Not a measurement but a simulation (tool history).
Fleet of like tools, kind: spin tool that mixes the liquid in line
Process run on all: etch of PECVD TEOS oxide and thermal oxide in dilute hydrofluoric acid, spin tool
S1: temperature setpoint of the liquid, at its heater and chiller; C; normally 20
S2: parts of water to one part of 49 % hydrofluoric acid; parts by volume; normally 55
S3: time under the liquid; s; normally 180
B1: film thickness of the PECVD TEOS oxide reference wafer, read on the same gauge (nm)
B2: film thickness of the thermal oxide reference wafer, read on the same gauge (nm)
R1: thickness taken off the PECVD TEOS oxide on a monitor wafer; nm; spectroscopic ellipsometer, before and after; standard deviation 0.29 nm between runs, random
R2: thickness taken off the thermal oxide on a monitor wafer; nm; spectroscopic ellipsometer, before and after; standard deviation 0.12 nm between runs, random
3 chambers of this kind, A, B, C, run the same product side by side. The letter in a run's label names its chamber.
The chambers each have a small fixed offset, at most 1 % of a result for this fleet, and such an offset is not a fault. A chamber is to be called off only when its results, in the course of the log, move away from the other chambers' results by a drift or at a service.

| run | day | S1 | S2 | S3 | B1 | B2 | R1 | R2 |
|---|---|---|---|---|---|---|---|---|
| 1A | 0.275 | 20 | 55 | 180 | 129.99 | 100.060 | 30.620 | 12.6440 |
| 2B | 0.571 | 20 | 55 | 180 | 129.98 | 100.030 | 29.685 | 12.5300 |
| 3C | 1.004 | 20 | 55 | 180 | 130.03 | 99.994 | 30.251 | 12.8070 |
| 4B | 1.421 | 20 | 55 | 180 | 130.04 | 99.985 | 30.275 | 12.7230 |
| 5A | 1.633 | 20 | 55 | 180 | 130.05 | 99.984 | 30.018 | 12.5960 |
| 6C | 2.038 | 20 | 55 | 180 | 129.99 | 100.020 | 30.285 | 12.6460 |
| 7C | 2.379 | 20 | 55 | 180 | 129.99 | 100.010 | 30.316 | 12.6140 |
| 8A | 2.600 | 20 | 55 | 180 | 130.01 | 100.000 | 30.745 | 12.4240 |
| 9B | 2.854 | 20 | 55 | 180 | 129.98 | 99.982 | 29.962 | 12.6450 |
| 10B | 3.112 | 20 | 55 | 180 | 130.00 | 99.990 | 30.347 | 12.7200 |
| 11C | 3.554 | 20 | 55 | 180 | 129.98 | 100.000 | 30.155 | 12.6110 |
| 12A | 3.862 | 20 | 55 | 180 | 130.02 | 100.040 | 30.137 | 12.6980 |
| 13C | 4.262 | 20 | 55 | 180 | 129.99 | 99.988 | 29.704 | 12.4000 |
| 14A | 4.488 | 20 | 55 | 280 | 129.96 | 99.984 | 47.965 | 19.6690 |
| 15B | 4.929 | 20 | 55 | 280 | 130.00 | 100.020 | 47.730 | 19.6930 |
| 16B | 5.325 | 20 | 55 | 280 | 130.02 | 99.999 | 47.737 | 19.8880 |
| 17C | 5.517 | 23 | 55 | 220 | 129.99 | 100.010 | 41.458 | 17.6110 |
| 18A | 5.821 | 23 | 55 | 220 | 129.99 | 99.992 | 41.825 | 17.5330 |
| 19A | 6.088 | 23 | 55 | 220 | 130.02 | 99.997 | 41.620 | 17.3810 |
| 20B | 6.504 | 20 | 55 | 180 | 129.99 | 100.030 | 30.087 | 12.6250 |
|  | 6.646 | chamber A: thermometer replaced |
| 21C | 6.896 | 20 | 55 | 180 | 129.98 | 100.010 | 30.042 | 12.4350 |
| 22A | 7.088 | 20 | 55 | 180 | 129.98 | 100.020 | 30.408 | 12.6890 |
| 23B | 7.404 | 20 | 55 | 180 | 129.97 | 100.050 | 30.061 | 12.6940 |
| 24C | 7.704 | 20 | 55 | 180 | 129.95 | 100.010 | 30.201 | 12.6960 |
| 25A | 8.092 | 20 | 55 | 180 | 130.02 | 100.020 | 29.668 | 12.6640 |
| 26B | 8.483 | 20 | 55 | 180 | 129.98 | 100.030 | 29.739 | 12.5700 |
| 27C | 8.821 | 20 | 55 | 180 | 130.01 | 100.010 | 29.989 | 12.5990 |
| 28C | 9.200 | 20 | 55 | 180 | 130.02 | 99.998 | 29.776 | 12.4780 |
| 29A | 9.646 | 20 | 55 | 180 | 130.04 | 99.983 | 30.376 | 12.3490 |
| 30B | 9.983 | 20 | 55 | 180 | 129.97 | 100.030 | 30.225 | 12.9490 |

For the next run the whole fleet of 3 chambers uses the same settings. Give each chamber's results:
| 31A | 10.300 | 20 | 80 | 180 |  |  | ? | ? |
| 31B | 10.300 | 20 | 80 | 180 |  |  | ? | ? |
| 31C | 10.300 | 20 | 80 | 180 |  |  | ? | ? |

| run | R1 | R2 |
|---|---|---|
| 31A | 20.426 | 8.3957 |
| 31B | 20.408 | 8.5429 |
| 31C | 19.944 | 8.4403 |

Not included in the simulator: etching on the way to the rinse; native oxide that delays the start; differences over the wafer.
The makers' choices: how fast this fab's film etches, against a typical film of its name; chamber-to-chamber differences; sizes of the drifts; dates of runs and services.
